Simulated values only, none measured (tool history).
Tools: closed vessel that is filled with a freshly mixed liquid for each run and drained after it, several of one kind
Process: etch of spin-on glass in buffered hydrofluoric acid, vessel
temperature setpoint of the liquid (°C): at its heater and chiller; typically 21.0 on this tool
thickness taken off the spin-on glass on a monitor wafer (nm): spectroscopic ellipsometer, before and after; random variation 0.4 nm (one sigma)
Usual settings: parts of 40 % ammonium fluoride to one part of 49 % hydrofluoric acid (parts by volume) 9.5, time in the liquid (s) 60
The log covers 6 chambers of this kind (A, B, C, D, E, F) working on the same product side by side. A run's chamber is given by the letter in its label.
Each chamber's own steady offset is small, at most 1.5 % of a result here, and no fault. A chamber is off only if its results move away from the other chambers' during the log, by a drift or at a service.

run,day,temperature setpoint of the liquid (°C),parts of 40 % ammonium fluoride to one part of 49 % hydrofluoric acid (parts by volume),time in the liquid (s),hours since the thermometer was replaced,hours since the hydrofluoric acid flow meter was replaced,"read-back film thickness of the spin-on glass reference wafer, read on the same gauge (nm)",thickness taken off the spin-on glass on a monitor wafer (nm)
1E,0.225,21.0,9.5,60,1226.6,378.3,59.996,105.430
2B,0.458,21.0,9.5,60,1176.3,444.3,59.968,104.200
# day 0.512: chamber B: thermometer replaced
3D,0.633,21.0,9.5,60,620.2,634.5,60.002,103.960
4A,0.917,21.0,9.5,60,1037.2,342.5,59.997,104.430
5F,1.133,21.0,9.5,60,1023.0,977.2,59.966,105.010
6C,1.442,24.5,9.5,60,1239.0,200.4,59.982,128.270
7B,1.688,24.5,9.5,60,28.3,473.8,60.015,126.860
8D,1.996,24.5,9.5,60,652.9,667.2,60.014,125.890
9E,2.179,24.5,9.5,60,1273.5,425.2,60.005,128.620
10F,2.367,24.5,9.5,60,1052.6,1006.8,59.987,127.290
11A,2.671,24.5,9.5,60,1079.3,384.6,60.033,127.940
12C,2.950,21.0,13.0,60,1275.2,236.6,59.990,79.629
13D,3.212,21.0,13.0,60,682.1,696.4,60.030,77.487
14C,3.350,21.0,13.0,60,1284.8,246.2,59.984,79.213
15F,3.517,21.0,13.0,60,1080.2,1034.4,60.022,78.393
16B,3.767,21.0,13.0,60,78.2,523.7,60.004,78.210
17E,3.912,21.0,13.0,60,1315.1,466.8,60.004,79.174
18A,4.171,21.0,11.0,60,1115.3,420.6,60.006,92.579
19E,4.458,21.0,11.0,60,1328.2,479.9,59.971,92.368
# day 4.512: chamber D: hydrofluoric acid flow meter replaced
# day 4.533: chamber A: hydrofluoric acid flow meter replaced
20B,4.596,21.0,11.0,60,98.1,543.6,59.996,92.610
21F,4.775,21.0,11.0,60,1110.4,1064.6,59.978,93.119
22A,5.012,21.0,11.0,60,1135.5,11.6,60.011,92.452
23D,5.296,21.0,11.0,60,732.1,18.9,59.950,91.513
24C,5.483,21.0,9.5,60,1336.0,297.4,60.011,105.640
25D,5.708,21.0,9.5,60,742.0,28.8,60.053,103.720
# day 5.738: chamber A: thermometer replaced
26C,5.975,21.0,9.5,60,1347.8,309.2,60.022,105.920
27B,6.283,18.0,9.5,60,138.6,584.1,59.983,88.946
28E,6.483,18.0,9.5,60,1376.8,528.5,59.952,89.131
29A,6.667,18.0,9.5,60,22.3,51.3,60.003,88.531
30F,6.888,18.0,9.5,60,1161.1,1115.3,59.965,89.709
31E,7.171,18.0,9.5,60,1393.3,545.0,59.948,88.865
32D,7.388,18.0,9.5,60,782.3,69.1,59.993,87.429
33F,7.558,21.0,9.5,60,1177.2,1131.4,59.971,105.460
34B,7.758,21.0,9.5,60,174.0,619.5,59.985,105.150
35A,8.029,21.0,9.5,60,55.0,84.0,59.982,105.140
36C,8.304,21.0,9.5,60,1403.7,365.1,59.987,105.990
37C,8.521,21.0,9.5,60,1408.9,370.3,60.003,105.540

Each of the 6 chambers runs these same settings next. Fill in every chamber's results:
38A,8.742,21.0,9.5,60,,,,?
38B,8.742,21.0,9.5,60,,,,?
38C,8.742,21.0,9.5,60,,,,?
38D,8.742,21.0,9.5,60,,,,?
38E,8.742,21.0,9.5,60,,,,?
38F,8.742,21.0,9.5,60,,,,?

run,thickness taken off the spin-on glass on a monitor wafer (nm)
38A,104.630
38B,104.840
38C,105.520
38D,103.180
38E,105.520
38F,104.650

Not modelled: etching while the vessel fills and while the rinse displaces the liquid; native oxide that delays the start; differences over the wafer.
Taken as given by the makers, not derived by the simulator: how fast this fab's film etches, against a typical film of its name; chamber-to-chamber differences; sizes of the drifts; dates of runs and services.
